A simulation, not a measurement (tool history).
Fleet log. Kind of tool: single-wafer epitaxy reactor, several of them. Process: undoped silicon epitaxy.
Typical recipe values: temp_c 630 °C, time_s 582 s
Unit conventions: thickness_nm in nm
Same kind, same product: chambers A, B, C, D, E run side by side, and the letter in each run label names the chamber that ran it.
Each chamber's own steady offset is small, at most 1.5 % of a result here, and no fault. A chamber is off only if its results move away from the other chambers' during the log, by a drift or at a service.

run   hour  temp_c  time_s  read-back reference wafer on the same gauge, thickness_nm  thickness_nm
 1D    4.4     630     582                                                      71.96        63.163
 2A    6.4     630     582                                                     71.993        61.511
 3B    8.7     630     582                                                     71.918        62.816
 4C   12.9     630     582                                                      72.06        62.289
 5E   16.3     630     582                                                      72.01        62.998
 6D   19.4     630     582                                                     71.982          62.2
 7B   23.2     630     582                                                     71.959        62.406
 8E   26.5     630     582                                                     72.035        62.804
 9C   30.9     630     582                                                      71.95        62.849
10A   34.8     630     582                                                     72.081        61.383
11D   37.7     630     582                                                     72.065        62.689
12B   40.5     630     582                                                     71.968        62.953
13A   42.6     630     582                                                     72.034        60.729
14E   44.6     630     582                                                     72.014        62.857
15C   48.2     630     582                                                     71.996        63.205
16B   52.6     630     582                                                     71.969        63.117
17D   55.2     630     582                                                      72.03        63.193
18C   57.6     639     517                                                     71.987        67.888
19E   60.7     639     517                                                     71.881        68.232
20A   64.3     639     517                                                     71.964        67.509
21C   66.4     639     517                                                       71.9        68.147
      66.9  -- chamber B: pyrometer calibrated
22B   68.8     639     517                                                     71.945        63.486
23A   72.1     630     582                                                     72.069        62.009
24E   76.6     617     632                                                     71.978         51.12
25D   80.5     617     632                                                     72.013         50.89
26D   82.8     617     632                                                     72.043        50.851
27C   87.2     617     632                                                     72.049        51.117
28B     91     617     632                                                     72.001        46.901
29A   93.2     630     582                                                      71.94        60.976
30E   96.9     630     582                                                     72.007        62.912
31A   99.3     630     582                                                      71.94        62.155
32C  101.4     630     582                                                     72.022        62.554
33D  105.6     617     683                                                     71.982         54.42
34E    109     617     683                                                      72.08        54.974
35B  112.1     617     683                                                     71.971        50.375
36E  114.6     617     683                                                     72.124        55.176
37B  118.9     617     683                                                     72.019        50.616

Has any chamber moved away from the others, gradually or after a service, or does the common gauge drift, or do the chambers differ only by their own small steady offsets? State the chamber and the most likely cause if one applies.

A service on chamber B put it out of line with the rest.
Cause: wafer temperature below the value expected at the setpoint (K) = 3.38.

Which of the 4 candidates below, each the usual settings with something changed and its results left as question marks, puts chamber B back in line with what the other chambers give on the usual settings?
Maximum distance from the other chambers' mean on the usual settings for a result to count as in line: thickness_nm 1.3 nm
38B-1  122.2     630     625                                                                        ?
38B-2  122.2     631     587                                                                        ?
38B-3  122.2     629     582                                                                        ?
38B-4  122.2     630     539                                                                        ?

Other chambers, usual settings, mean: thickness_nm 62.619 nm
  run  thickness_nm
38B-1        62.258
38B-2        59.819
38B-3        56.668
38B-4        53.692
The answer is 38B-1, which returns the chamber to within the allowed miss of the others.
